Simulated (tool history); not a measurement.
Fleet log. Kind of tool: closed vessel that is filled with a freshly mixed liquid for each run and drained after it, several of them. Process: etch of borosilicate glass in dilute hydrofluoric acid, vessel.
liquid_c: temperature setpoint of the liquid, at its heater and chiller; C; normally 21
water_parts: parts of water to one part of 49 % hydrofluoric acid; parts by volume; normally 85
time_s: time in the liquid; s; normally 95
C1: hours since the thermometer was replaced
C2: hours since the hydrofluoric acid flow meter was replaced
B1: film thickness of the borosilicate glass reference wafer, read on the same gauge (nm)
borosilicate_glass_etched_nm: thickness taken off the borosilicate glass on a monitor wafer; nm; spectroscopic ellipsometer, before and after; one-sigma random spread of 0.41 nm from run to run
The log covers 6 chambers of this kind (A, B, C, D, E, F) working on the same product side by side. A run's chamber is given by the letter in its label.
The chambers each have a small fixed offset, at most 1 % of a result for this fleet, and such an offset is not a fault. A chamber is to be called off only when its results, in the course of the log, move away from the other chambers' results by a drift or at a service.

-- hour=6.5 chamber A: hydrofluoric acid flow meter replaced
run 1E hour=9.1 | liquid_c=21 water_parts=85 time_s=95 | C1=960.4 C2=720.8 | B1=80.021 | borosilicate_glass_etched_nm=51.755
run 2F hour=15.5 | liquid_c=21 water_parts=85 time_s=95 | C1=1089 C2=353.2 | B1=79.954 | borosilicate_glass_etched_nm=51.642
run 3B hour=23.9 | liquid_c=21 water_parts=85 time_s=95 | C1=1038.3 C2=96.1 | B1=80.011 | borosilicate_glass_etched_nm=52.704
run 4C hour=29 | liquid_c=21 water_parts=85 time_s=95 | C1=832.5 C2=467.8 | B1=80.059 | borosilicate_glass_etched_nm=52.203
run 5A hour=34.4 | liquid_c=21 water_parts=85 time_s=95 | C1=307.9 C2=28 | B1=79.945 | borosilicate_glass_etched_nm=51.991
-- hour=36.2 chamber C: thermometer replaced
run 6D hour=42.4 | liquid_c=21 water_parts=85 time_s=95 | C1=1419.9 C2=1480.5 | B1=80.003 | borosilicate_glass_etched_nm=52.619
run 7A hour=51 | liquid_c=21 water_parts=110 time_s=95 | C1=324.5 C2=44.6 | B1=80.002 | borosilicate_glass_etched_nm=39.447
run 8F hour=57.2 | liquid_c=21 water_parts=110 time_s=95 | C1=1130.7 C2=394.9 | B1=79.976 | borosilicate_glass_etched_nm=39.167
run 9B hour=66.5 | liquid_c=21 water_parts=110 time_s=95 | C1=1080.9 C2=138.7 | B1=80.002 | borosilicate_glass_etched_nm=39.052
run 10D hour=77.1 | liquid_c=21 water_parts=110 time_s=95 | C1=1454.6 C2=1515.2 | B1=79.961 | borosilicate_glass_etched_nm=38.636
run 11C hour=82.8 | liquid_c=21 water_parts=110 time_s=95 | C1=46.6 C2=521.6 | B1=80.078 | borosilicate_glass_etched_nm=38.326
run 12E hour=87.8 | liquid_c=21 water_parts=110 time_s=95 | C1=1039.1 C2=799.5 | B1=79.984 | borosilicate_glass_etched_nm=39.074
run 13A hour=98.8 | liquid_c=21 water_parts=85 time_s=95 | C1=372.3 C2=92.4 | B1=79.994 | borosilicate_glass_etched_nm=51.782
run 14F hour=107.1 | liquid_c=21 water_parts=85 time_s=95 | C1=1180.6 C2=444.8 | B1=80.013 | borosilicate_glass_etched_nm=52.137
run 15E hour=115.6 | liquid_c=21 water_parts=85 time_s=95 | C1=1066.9 C2=827.3 | B1=80.011 | borosilicate_glass_etched_nm=51.527
run 16C hour=121.1 | liquid_c=21 water_parts=85 time_s=95 | C1=84.9 C2=559.9 | B1=79.998 | borosilicate_glass_etched_nm=51.935
run 17D hour=126 | liquid_c=21 water_parts=85 time_s=95 | C1=1503.5 C2=1564.1 | B1=80.013 | borosilicate_glass_etched_nm=51.931
run 18B hour=133.9 | liquid_c=21 water_parts=85 time_s=95 | C1=1148.3 C2=206.1 | B1=79.973 | borosilicate_glass_etched_nm=53.409
run 19F hour=140.8 | liquid_c=21 water_parts=85 time_s=95 | C1=1214.3 C2=478.5 | B1=79.96 | borosilicate_glass_etched_nm=51.967
run 20E hour=148.9 | liquid_c=21 water_parts=110 time_s=150 | C1=1100.2 C2=860.6 | B1=79.997 | borosilicate_glass_etched_nm=63.122
run 21C hour=159.7 | liquid_c=21 water_parts=110 time_s=150 | C1=123.5 C2=598.5 | B1=79.98 | borosilicate_glass_etched_nm=62.131
run 22D hour=167.7 | liquid_c=21 water_parts=110 time_s=150 | C1=1545.2 C2=1605.8 | B1=79.955 | borosilicate_glass_etched_nm=63.002
run 23B hour=173 | liquid_c=21 water_parts=110 time_s=150 | C1=1187.4 C2=245.2 | B1=80.002 | borosilicate_glass_etched_nm=61.65
run 24A hour=179.1 | liquid_c=21 water_parts=110 time_s=150 | C1=452.6 C2=172.7 | B1=79.987 | borosilicate_glass_etched_nm=62.433
run 25F hour=185.5 | liquid_c=21 water_parts=110 time_s=150 | C1=1259 C2=523.2 | B1=79.986 | borosilicate_glass_etched_nm=60.964
run 26A hour=190.3 | liquid_c=21 water_parts=85 time_s=95 | C1=463.8 C2=183.9 | B1=80.009 | borosilicate_glass_etched_nm=52.209
run 27E hour=198.3 | liquid_c=21 water_parts=85 time_s=95 | C1=1149.6 C2=910 | B1=79.954 | borosilicate_glass_etched_nm=54.339
-- hour=199.4 chamber D: thermometer replaced
run 28B hour=205.8 | liquid_c=21 water_parts=85 time_s=95 | C1=1220.2 C2=278 | B1=80.024 | borosilicate_glass_etched_nm=53.386
run 29D hour=214.2 | liquid_c=21 water_parts=85 time_s=95 | C1=14.8 C2=1652.3 | B1=79.996 | borosilicate_glass_etched_nm=51.969
run 30C hour=219.2 | liquid_c=21 water_parts=85 time_s=95 | C1=183 C2=658 | B1=80.015 | borosilicate_glass_etched_nm=51.745
run 31B hour=228.1 | liquid_c=21 water_parts=85 time_s=95 | C1=1242.5 C2=300.3 | B1=80.006 | borosilicate_glass_etched_nm=53.147
run 32E hour=237.4 | liquid_c=23.5 water_parts=85 time_s=95 | C1=1188.7 C2=949.1 | B1=80.007 | borosilicate_glass_etched_nm=60.738
run 33A hour=242.4 | liquid_c=23.5 water_parts=85 time_s=95 | C1=515.9 C2=236 | B1=79.987 | borosilicate_glass_etched_nm=58.623
run 34D hour=248.9 | liquid_c=23.5 water_parts=85 time_s=95 | C1=49.5 C2=1687 | B1=79.998 | borosilicate_glass_etched_nm=56.736
run 35C hour=258.9 | liquid_c=23.5 water_parts=85 time_s=95 | C1=222.7 C2=697.7 | B1=80.022 | borosilicate_glass_etched_nm=56.529
run 36F hour=264.3 | liquid_c=23.5 water_parts=85 time_s=95 | C1=1337.8 C2=602 | B1=79.924 | borosilicate_glass_etched_nm=57.725
run 37C hour=273.5 | liquid_c=23.5 water_parts=85 time_s=95 | C1=237.3 C2=712.3 | B1=80.015 | borosilicate_glass_etched_nm=57.199
run 38D hour=281 | liquid_c=21 water_parts=85 time_s=95 | C1=81.6 C2=1719.1 | B1=79.982 | borosilicate_glass_etched_nm=51.633
run 39A hour=290 | liquid_c=21 water_parts=85 time_s=95 | C1=563.5 C2=283.6 | B1=79.969 | borosilicate_glass_etched_nm=51.508
run 40E hour=297.7 | liquid_c=21 water_parts=85 time_s=95 | C1=1249 C2=1009.4 | B1=80.02 | borosilicate_glass_etched_nm=56.189
run 41B hour=308.3 | liquid_c=21 water_parts=85 time_s=95 | C1=1322.7 C2=380.5 | B1=80.049 | borosilicate_glass_etched_nm=52.181
run 42F hour=313.5 | liquid_c=21 water_parts=85 time_s=95 | C1=1387 C2=651.2 | B1=79.983 | borosilicate_glass_etched_nm=52.381
run 43E hour=322 | liquid_c=21 water_parts=85 time_s=95 | C1=1273.3 C2=1033.7 | B1=79.992 | borosilicate_glass_etched_nm=57.315

All 6 chambers run these settings next. Forecast each chamber's results:
run 44A hour=329.9 | liquid_c=21 water_parts=85 time_s=130 | borosilicate_glass_etched_nm=?
run 44B hour=329.9 | liquid_c=21 water_parts=85 time_s=130 | borosilicate_glass_etched_nm=?
run 44C hour=329.9 | liquid_c=21 water_parts=85 time_s=130 | borosilicate_glass_etched_nm=?
run 44D hour=329.9 | liquid_c=21 water_parts=85 time_s=130 | borosilicate_glass_etched_nm=?
run 44E hour=329.9 | liquid_c=21 water_parts=85 time_s=130 | borosilicate_glass_etched_nm=?
run 44F hour=329.9 | liquid_c=21 water_parts=85 time_s=130 | borosilicate_glass_etched_nm=?

run=44A borosilicate_glass_etched_nm=71.768
run=44B borosilicate_glass_etched_nm=71.367
run=44C borosilicate_glass_etched_nm=71.134
run=44D borosilicate_glass_etched_nm=70.516
run=44E borosilicate_glass_etched_nm=78.216
run=44F borosilicate_glass_etched_nm=70.734

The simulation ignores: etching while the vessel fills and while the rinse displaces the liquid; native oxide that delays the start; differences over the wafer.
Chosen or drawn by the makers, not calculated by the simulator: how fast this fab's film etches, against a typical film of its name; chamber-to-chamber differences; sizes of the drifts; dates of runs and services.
